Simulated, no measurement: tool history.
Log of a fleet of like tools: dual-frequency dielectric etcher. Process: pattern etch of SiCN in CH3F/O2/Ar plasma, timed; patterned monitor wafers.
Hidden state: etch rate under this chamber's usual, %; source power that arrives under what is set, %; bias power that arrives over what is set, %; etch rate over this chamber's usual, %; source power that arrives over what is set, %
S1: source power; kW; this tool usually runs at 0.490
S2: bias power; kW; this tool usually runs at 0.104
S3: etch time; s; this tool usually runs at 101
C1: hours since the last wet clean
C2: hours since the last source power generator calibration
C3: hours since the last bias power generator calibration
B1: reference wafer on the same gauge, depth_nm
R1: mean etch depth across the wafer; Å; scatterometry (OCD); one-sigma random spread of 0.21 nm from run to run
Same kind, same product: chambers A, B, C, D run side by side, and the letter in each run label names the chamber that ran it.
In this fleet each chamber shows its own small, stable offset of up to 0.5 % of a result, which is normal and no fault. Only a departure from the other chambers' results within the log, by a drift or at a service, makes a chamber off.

run,hour,S1,S2,S3,C1,C2,C3,B1,R1
1B,11.4,0.490,0.104,101,190.3,1943.5,1745.4,49.065,466.33
# hour 14.3: chamber C: wet clean of the chamber
2A,22.5,0.490,0.104,101,164.6,466.9,4138.1,48.947,466.66
# hour 29.6: chamber D: wet clean of the chamber
3C,30.7,0.490,0.104,101,16.5,2301.4,1632.3,49.037,464.87
4D,41.5,0.490,0.104,101,12.0,3653.2,687.3,48.998,471.71
5C,53.4,0.490,0.104,101,39.2,2324.1,1655.0,48.994,464.77
6A,65.2,0.490,0.104,101,207.3,509.6,4180.8,48.931,467.66
7B,73.1,0.490,0.104,101,252.0,2005.2,1807.1,49.043,474.59
8D,80.5,0.490,0.104,101,51.0,3692.2,726.3,49.016,467.53
9D,86.7,0.490,0.104,101,57.2,3698.4,732.5,49.020,468.62
10A,99.1,0.490,0.104,101,241.2,543.5,4214.7,49.052,467.11
11C,108.4,0.490,0.104,101,94.2,2379.1,1710.0,48.950,461.47
12B,114.0,0.490,0.104,101,292.9,2046.1,1848.0,48.979,473.28
# hour 117.8: chamber C: source power generator calibrated
13C,119.6,0.490,0.104,101,105.4,1.8,1721.2,49.060,464.30
14D,130.4,0.490,0.104,101,100.9,3742.1,776.2,48.995,469.55
15B,141.2,0.490,0.104,101,320.1,2073.3,1875.2,49.026,470.50
16A,149.9,0.490,0.104,101,292.0,594.3,4265.5,49.022,465.17
# hour 160.6: chamber B: source power generator calibrated
17D,160.7,0.490,0.104,101,131.2,3772.4,806.5,49.024,469.51
# hour 170.5: chamber A: wet clean of the chamber
18B,170.8,0.490,0.104,101,349.7,10.3,1904.8,48.991,470.90
19A,178.0,0.490,0.104,101,7.5,622.4,4293.6,48.978,440.37
20C,187.2,0.490,0.104,101,173.0,69.4,1788.8,49.067,466.18
21D,197.6,0.490,0.104,101,168.1,3809.3,843.4,49.014,468.14
22A,205.3,0.490,0.104,101,34.8,649.7,4320.9,48.998,444.15
23C,217.5,0.490,0.104,101,203.3,99.7,1819.1,48.971,466.05
24B,229.9,0.490,0.104,101,408.8,69.4,1963.9,49.005,466.95
25C,236.2,0.490,0.104,101,222.0,118.4,1837.8,48.990,465.38
26A,247.8,0.490,0.104,101,77.3,692.2,4363.4,49.060,446.17
27B,255.6,0.490,0.104,101,434.5,95.1,1989.6,49.036,467.76
28D,261.1,0.490,0.104,101,231.6,3872.8,906.9,49.018,470.68
29D,271.8,0.490,0.104,101,242.3,3883.5,917.6,48.948,466.79
30A,278.3,0.490,0.104,101,107.8,722.7,4393.9,49.004,444.10
31B,289.6,0.490,0.116,120,468.5,129.1,2023.6,48.993,575.28
32C,300.9,0.490,0.116,120,286.7,183.1,1902.5,48.977,574.81

One chamber off, gauge drift, or nothing amiss beyond the chambers' own small offsets? If it is a chamber, which one, and what is the likeliest cause?

The work done on chamber A during a service left it standing apart from the others.
Cause: etch rate under this chamber's usual, % = 5.26.

Below are 4 candidate recipes for chamber A's next run, each the usual settings with a change, their results shown as question marks. Which of them brings A's results back in line with what the other chambers give on the usual settings?
In-line tolerance around the mean of the other chambers on the usual settings: R1 7.30 Å
33A-1,309.7,0.450,0.104,101.0,,,,,?
33A-2,309.7,0.500,0.105,105.5,,,,,?
33A-3,309.7,0.490,0.112,101.0,,,,,?
33A-4,309.7,0.490,0.104,95.5,,,,,?

The other chambers' mean on the usual settings: R1 467.45 Å
run,R1
33A-1,429.86
33A-2,468.28
33A-3,456.01
33A-4,419.27
33A-2 puts the chamber back in line with the other chambers.
